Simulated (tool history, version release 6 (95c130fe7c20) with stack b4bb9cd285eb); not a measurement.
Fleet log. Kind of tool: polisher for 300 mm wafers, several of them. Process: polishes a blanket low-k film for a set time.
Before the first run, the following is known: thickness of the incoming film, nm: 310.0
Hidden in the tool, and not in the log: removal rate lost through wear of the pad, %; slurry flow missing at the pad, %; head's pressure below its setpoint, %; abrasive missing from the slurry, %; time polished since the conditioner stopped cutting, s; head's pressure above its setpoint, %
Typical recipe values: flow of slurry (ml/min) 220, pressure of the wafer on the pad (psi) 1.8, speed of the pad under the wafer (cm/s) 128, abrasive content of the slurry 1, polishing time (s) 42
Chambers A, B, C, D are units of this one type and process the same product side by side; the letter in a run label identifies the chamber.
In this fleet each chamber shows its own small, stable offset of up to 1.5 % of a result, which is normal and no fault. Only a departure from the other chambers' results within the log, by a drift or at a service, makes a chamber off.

run,hour,flow of slurry (ml/min),pressure of the wafer on the pad (psi),speed of the pad under the wafer (cm/s),abrasive content of the slurry,polishing time (s),wafers polished on this pad,hours since the slurry nozzle was cleaned,hours since the head pressure was calibrated,hours since the slurry blender was calibrated,hours since the conditioning disc was replaced,film removed (angstrom)
1D,10.9,220,1.8,128,1,42,454,879,126.2,263.7,342.1,182.85
2A,17.5,220,1.8,128,1,42,464,300.9,270.5,176.2,300.1,186.42
# hour 19.3: chamber D: slurry blender recalibrated
# hour 21.5: chamber B: conditioning disc replaced and pad reconditioned
3C,26.1,220,1.8,128,1,42,594,330.2,1292.4,40,365.7,182.78
4B,31.9,220,1.8,128,1,42,577,131,81.8,355.1,10.5,183.07
5A,42.6,220,1.8,128,1,42,663,326,295.6,201.3,325.2,180.86
6B,49.7,220,1.8,128,1,42,719,148.8,99.6,372.9,28.3,189.3
# hour 51.1: chamber C: worn pad replaced by a new one
# hour 53.5: chamber B: slurry blender recalibrated
7C,57.2,220,1.8,128,1,42,48,361.3,1323.5,71.1,396.8,185.49
# hour 62.5: chamber C: conditioning disc replaced and pad reconditioned
# hour 64: chamber D: slurry nozzle cleaned
8D,65,220,1.8,128,1,42,884,1,180.3,45.8,396.2,183.77
9D,72.3,220,1.8,128,1,42,941,8.3,187.6,53.1,403.5,185.94
10A,78.5,220,1.8,128,1,42,947,361.9,331.5,237.2,361.1,183.47
# hour 80.2: chamber C: head pressure recalibrated
11C,89,220,1.8,128,1,42,301,393.1,8.8,102.9,26.5,207.08
12B,97.5,220,1.8,128,1,42,1098,196.6,147.4,44,76.1,183.99
# hour 98: chamber A: worn pad replaced by a new one
13D,107.7,220,1.8,128,1,42,1222,43.7,223,88.5,438.9,183.25
14A,117.9,285,1.8,128,1,42,158,401.3,370.9,276.6,400.5,190.23
# hour 118: chamber B: worn pad replaced by a new one
# hour 125: chamber A: slurry blender recalibrated
15C,125.1,285,1.8,128,1,42,587,429.2,44.9,139,62.6,208.92
16B,132.2,285,1.8,128,1,42,112,231.3,182.1,78.7,110.8,194.57
# hour 134.9: chamber C: slurry blender recalibrated
# hour 138.8: chamber A: slurry nozzle cleaned
# hour 142.3: chamber B: slurry nozzle cleaned
17C,143.6,285,1.8,128,1,42,734,447.7,63.4,8.8,81.1,210.07
# hour 147.9: chamber D: worn pad replaced by a new one
18A,151.7,220,1.8,128,1,42,426,12.9,404.7,26.8,434.3,183.88
# hour 154.4: chamber C: worn pad replaced by a new one
19D,157.3,220,1.8,128,1,42,74,93.3,272.6,138.1,488.5,186.54
# hour 159.6: chamber A: conditioning disc replaced and pad reconditioned
20B,168,220,1.8,128,1,42,396,25.8,217.9,114.5,146.6,186.04
21A,178.5,220,1.8,128,1,42,638,39.7,431.5,53.6,18.9,182.76
22D,188,220,1.8,128,1,42,318,124,303.3,168.8,519.2,184.04
# hour 198: chamber C: slurry nozzle cleaned
23B,198.3,220,1.8,128,1,55,636,56.1,248.2,144.8,176.9,241.9
24C,207.3,220,1.8,128,1,55,419,9.3,127.1,72.5,144.8,266.2

Predict what each chamber gives when all 4 of them run the settings below next.
25A,215.6,220,2.3,128,1,42,,,,,,?
25B,215.6,220,2.3,128,1,42,,,,,,?
25C,215.6,220,2.3,128,1,42,,,,,,?
25D,215.6,220,2.3,128,1,42,,,,,,?

run,film removed (angstrom)
25A,238.83
25B,236.76
25C,262.79
25D,237.65

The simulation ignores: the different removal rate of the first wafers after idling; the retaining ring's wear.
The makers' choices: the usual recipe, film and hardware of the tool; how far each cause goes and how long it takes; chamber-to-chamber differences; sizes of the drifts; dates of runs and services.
